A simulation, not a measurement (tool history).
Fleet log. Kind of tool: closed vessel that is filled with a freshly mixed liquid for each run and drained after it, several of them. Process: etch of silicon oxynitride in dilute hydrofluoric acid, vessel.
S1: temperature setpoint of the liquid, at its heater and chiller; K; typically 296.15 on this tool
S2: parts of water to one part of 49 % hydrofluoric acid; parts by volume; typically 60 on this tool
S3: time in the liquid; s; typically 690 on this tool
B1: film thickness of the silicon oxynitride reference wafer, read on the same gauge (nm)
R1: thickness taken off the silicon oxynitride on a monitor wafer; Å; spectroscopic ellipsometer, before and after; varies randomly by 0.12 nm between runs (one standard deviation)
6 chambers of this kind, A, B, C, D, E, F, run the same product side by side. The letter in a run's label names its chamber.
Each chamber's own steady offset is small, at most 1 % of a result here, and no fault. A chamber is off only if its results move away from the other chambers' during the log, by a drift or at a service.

run,hour,S1,S2,S3,B1,R1
1F,7.0,296.15,60,690,69.979,174.870
2D,12.3,296.15,60,690,70.020,173.920
3A,16.3,296.15,60,690,69.991,175.530
4E,20.9,296.15,60,690,69.999,173.830
5B,25.7,296.15,85,690,69.945,120.680
6C,34.1,296.15,85,690,69.983,120.150
7F,40.3,296.15,85,690,70.004,122.480
8B,45.8,296.15,85,690,69.982,121.610
9C,49.9,296.15,85,690,70.008,119.430
10D,56.2,296.15,85,690,70.036,121.940
11E,61.7,296.15,60,690,70.001,175.520
# hour 63.1: chamber A: thermometer replaced
12A,69.2,296.15,60,690,69.998,177.250
13D,77.0,296.15,60,690,70.018,173.260
14C,81.6,296.15,60,690,70.007,173.880
15F,90.6,296.15,60,690,70.002,175.950
16E,94.9,296.15,60,690,69.993,176.680
17A,102.1,296.15,60,690,70.055,173.370
18B,108.5,296.15,60,690,69.975,173.910
19D,114.6,296.15,60,690,69.984,175.750
20E,123.3,298.65,60,690,70.038,198.000
21B,128.5,298.65,60,690,69.981,196.860
22A,134.0,298.65,60,690,69.999,194.820
23C,139.7,298.65,60,690,70.051,193.430
24F,148.4,298.65,60,690,69.953,196.080
25D,155.8,298.65,60,690,70.011,197.380
26C,161.8,296.15,60,320,69.985,80.035
27E,170.3,296.15,60,320,69.954,82.754
28B,175.8,296.15,60,320,70.022,80.713
29F,183.9,296.15,60,320,69.995,80.254
30A,191.6,296.15,60,320,70.005,81.398
31C,199.3,296.15,60,320,69.988,80.618
32F,204.3,296.15,60,690,70.045,172.890
33A,209.3,296.15,60,690,70.004,175.180
34D,213.8,296.15,60,690,69.993,174.010
35E,221.0,296.15,60,690,69.973,178.160
36B,226.2,296.15,60,690,69.989,174.960
37C,235.1,296.15,60,690,69.977,173.140
38D,241.3,296.15,60,525,69.976,133.410
39F,249.0,296.15,60,525,69.971,132.590
40E,256.7,296.15,60,525,69.952,139.080
41B,263.5,296.15,60,525,70.034,131.620
42A,267.9,296.15,60,525,69.969,133.970

All chambers now run identical settings, listed one chamber a line with results as question marks. What results will each chamber show?
43A,274.3,296.15,60,980,,?
43B,274.3,296.15,60,980,,?
43C,274.3,296.15,60,980,,?
43D,274.3,296.15,60,980,,?
43E,274.3,296.15,60,980,,?
43F,274.3,296.15,60,980,,?

run,R1
43A,249.460
43B,250.160
43C,248.960
43D,247.560
43E,255.210
43F,251.350
